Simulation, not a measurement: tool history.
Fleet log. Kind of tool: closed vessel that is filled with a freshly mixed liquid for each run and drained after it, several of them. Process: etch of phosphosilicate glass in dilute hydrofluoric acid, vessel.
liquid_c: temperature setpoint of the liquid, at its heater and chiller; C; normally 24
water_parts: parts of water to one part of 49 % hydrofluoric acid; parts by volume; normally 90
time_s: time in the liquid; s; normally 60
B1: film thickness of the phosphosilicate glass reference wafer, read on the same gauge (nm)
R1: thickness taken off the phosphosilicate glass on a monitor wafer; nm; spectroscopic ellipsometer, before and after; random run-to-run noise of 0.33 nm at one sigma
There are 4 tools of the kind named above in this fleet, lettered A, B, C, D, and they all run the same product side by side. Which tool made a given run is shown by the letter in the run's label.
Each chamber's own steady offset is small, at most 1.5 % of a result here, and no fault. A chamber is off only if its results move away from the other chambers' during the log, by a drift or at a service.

Run 1A, day 0.446: usual settings; B1 100.02. Result: R1 52.538 nm.
Run 2D, day 0.929: usual settings; B1 100.01. Result: R1 53.419 nm.
Run 3B, day 1.3: usual settings; B1 99.987. Result: R1 53.104 nm.
Run 4C, day 1.575: usual settings; B1 99.983. Result: R1 52.98 nm.
Run 5C, day 1.95: usual settings but liquid_c 21.5 C, water_parts 55 parts by volume; B1 99.977. Result: R1 81.191 nm.
Run 6B, day 2.325: usual settings but liquid_c 21.5 C, water_parts 55 parts by volume; B1 100.02. Result: R1 80.706 nm.
Run 7D, day 2.867: usual settings but liquid_c 21.5 C, water_parts 55 parts by volume; B1 100.01. Result: R1 82.173 nm.
Run 8A, day 3.221: usual settings but liquid_c 21.5 C, water_parts 55 parts by volume; B1 100.01. Result: R1 80.662 nm.
Run 9D, day 3.525: usual settings but water_parts 110 parts by volume; B1 99.992. Result: R1 42.625 nm.
Run 10C, day 3.821: usual settings but water_parts 110 parts by volume; B1 99.988. Result: R1 42.296 nm.
Run 11A, day 4.288: usual settings but water_parts 110 parts by volume; B1 100.01. Result: R1 42.286 nm.
Run 12B, day 4.842: usual settings but water_parts 110 parts by volume; B1 100.02. Result: R1 42.318 nm.
Run 13D, day 5.275: usual settings; B1 100.01. Result: R1 53.089 nm.
At day 5.75: chamber C: thermometer replaced.
Run 14C, day 5.9: usual settings but time_s 40 s; B1 100.01. Result: R1 35.196 nm.
Run 15B, day 6.2: usual settings but time_s 40 s; B1 99.984. Result: R1 35.353 nm.
Run 16A, day 6.646: usual settings but time_s 40 s; B1 99.965. Result: R1 35.168 nm.
Run 17A, day 7.208: usual settings but time_s 40 s; B1 99.974. Result: R1 34.99 nm.
Run 18B, day 7.742: usual settings; B1 99.978. Result: R1 53.502 nm.
Run 19C, day 8.083: usual settings; B1 100.01. Result: R1 52.285 nm.
Run 20D, day 8.679: usual settings but liquid_c 26.5 C; B1 99.996. Result: R1 59.008 nm.
Run 21D, day 9.033: usual settings but liquid_c 26.5 C; B1 99.969. Result: R1 58.139 nm.
Run 22C, day 9.621: usual settings but liquid_c 26.5 C; B1 99.973. Result: R1 57.994 nm.
Run 23B, day 10.179: usual settings but liquid_c 26.5 C; B1 100.01. Result: R1 58.667 nm.
Run 24A, day 10.521: usual settings; B1 100.02. Result: R1 52.441 nm.
Run 25B, day 11.133: usual settings; B1 100.02. Result: R1 52.553 nm.
Run 26A, day 11.683: usual settings; B1 99.994. Result: R1 53.216 nm.
Run 27C, day 12.117: usual settings; B1 100.02. Result: R1 52.905 nm.
Run 28D, day 12.433: usual settings; B1 99.996. Result: R1 53.752 nm.
Run 29B, day 12.758: usual settings; B1 100.03. Result: R1 52.949 nm.
Run 30A, day 13.133: usual settings; B1 100.01. Result: R1 52.711 nm.
Run 31D, day 13.596: usual settings; B1 100.01. Result: R1 52.829 nm.
Run 32C, day 14.154: usual settings but time_s 45 s; B1 99.973. Result: R1 39.749 nm.

Which is it: a chamber that has drifted or been left off by a service, a gauge drift common to all chambers, or only each chamber's usual small offset? If a chamber is off, name it and its likeliest cause.

No chamber stands off beyond its own small offset, and the gauge holds steady.
